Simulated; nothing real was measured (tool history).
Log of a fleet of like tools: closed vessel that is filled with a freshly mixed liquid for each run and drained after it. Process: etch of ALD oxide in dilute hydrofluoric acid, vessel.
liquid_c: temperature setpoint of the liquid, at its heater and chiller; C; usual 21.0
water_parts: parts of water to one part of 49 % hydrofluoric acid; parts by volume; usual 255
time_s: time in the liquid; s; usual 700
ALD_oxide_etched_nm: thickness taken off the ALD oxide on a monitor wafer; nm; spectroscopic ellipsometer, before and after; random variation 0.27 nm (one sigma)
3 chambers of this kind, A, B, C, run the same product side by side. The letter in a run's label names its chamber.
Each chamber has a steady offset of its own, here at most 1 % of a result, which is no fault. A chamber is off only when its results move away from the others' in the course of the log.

run	hour	liquid_c	water_parts	time_s	hours since the thermometer was replaced	hours since the hydrofluoric acid flow meter was replaced	read-back film thickness of the ALD oxide reference wafer, read on the same gauge (nm)	ALD_oxide_etched_nm
1C	2.7	21.0	255	700	291.1	157.9	60.005	46.311
2B	6.8	21.0	255	700	1401.1	2772.0	60.004	46.200
3A	12.0	21.0	255	700	685.1	1287.2	60.026	46.545
4B	17.6	21.0	255	700	1411.9	2782.8	60.000	46.194
5A	22.1	21.0	255	700	695.2	1297.3	60.012	46.156
6C	26.8	19.0	255	700	315.2	182.0	59.988	43.294
7C	29.4	19.0	255	700	317.8	184.6	60.002	43.361
8B	34.9	19.0	255	700	1429.2	2800.1	59.994	43.059
9A	40.4	21.0	255	700	713.5	1315.6	60.002	45.981
10B	43.2	22.5	255	700	1437.5	2808.4	59.986	48.081
11C	47.0	22.5	255	700	335.4	202.2	59.981	48.331
12A	51.0	22.5	255	700	724.1	1326.2	60.005	48.913
13A	54.2	21.0	255	700	727.3	1329.4	59.991	46.095
# hour 56.0: chamber B: hydrofluoric acid flow meter replaced
14C	57.4	21.0	255	700	345.8	212.6	59.994	46.055
15B	61.9	21.0	255	700	1456.2	6.0	60.009	46.750
16A	65.5	21.0	255	700	738.6	1340.7	60.010	46.429
17C	69.3	21.0	255	700	357.7	224.5	59.976	46.412
18B	73.5	21.0	255	700	1467.8	17.6	59.990	46.363
19A	79.2	21.0	255	700	752.3	1354.4	59.979	46.189
20C	83.6	21.0	255	700	372.0	238.8	60.011	46.558
21B	88.7	21.0	255	700	1483.0	32.8	60.011	46.106
22C	91.3	21.0	255	700	379.7	246.5	59.993	47.010
23B	96.0	21.0	255	700	1490.3	40.1	59.988	45.611
24A	99.2	21.0	255	700	772.3	1374.4	59.998	46.341
25B	103.5	21.0	255	700	1497.8	47.6	60.006	46.534
26C	107.1	21.0	255	700	395.5	262.3	59.993	47.219
27A	112.0	21.0	255	700	785.1	1387.2	59.972	46.604
28A	114.9	21.0	255	700	788.0	1390.1	59.993	46.165
29B	118.4	21.0	255	700	1512.7	62.5	60.004	46.088
30C	123.3	21.0	255	700	411.7	278.5	59.995	47.840
31B	126.4	21.0	255	700	1520.7	70.5	59.997	46.341
32A	130.4	21.0	255	970	803.5	1405.6	60.005	64.569
33C	135.4	21.0	255	970	423.8	290.6	59.983	67.525
34C	140.7	21.0	255	970	429.1	295.9	59.999	67.260
35A	145.1	21.0	255	700	818.2	1420.3	59.993	46.346
36B	148.4	21.0	255	700	1542.7	92.5	59.990	46.730
37C	153.3	21.0	255	700	441.7	308.5	60.008	48.864
38B	158.4	21.0	255	700	1552.7	102.5	60.005	46.344
39A	163.9	21.0	255	700	837.0	1439.1	59.988	46.319
40B	166.8	21.0	255	700	1561.1	110.9	60.025	46.913
41A	169.8	21.0	255	700	842.9	1445.0	60.002	46.214
42C	172.9	21.0	255	700	461.3	328.1	59.995	50.563
43A	176.3	21.0	255	700	849.4	1451.5	60.011	46.057
44C	180.1	21.0	255	700	468.5	335.3	60.005	50.187

What goes on in this fleet: one chamber off, a drifting gauge, or nothing beyond the chambers' own small offsets? Name the chamber and the cause, if any.

Chamber C drifts away from the others.
Cause: liquid hotter than its thermometer reads (K) = 2.35.
The log may not tell that from: hydrofluoric acid flow above the setpoint (%).

Here are 4 candidates for chamber C's next run, each the usual settings with a change, their results left as question marks. Which one brings its results back in line with what the others give on the usual settings?
In line means no further than this from the other chambers' mean on the usual settings: ALD_oxide_etched_nm 0.960 nm
45C-1	184.2	21.0	265	675				?
45C-2	184.2	21.0	245	730				?
45C-3	184.2	21.0	240	755				?
45C-4	184.2	21.0	270	645				?

The other chambers' mean on the usual settings: ALD_oxide_etched_nm 46.191 nm
run	ALD_oxide_etched_nm
45C-1	46.277
45C-2	55.228
45C-3	58.609
45C-4	43.186
45C-1 brings the chamber back in line.
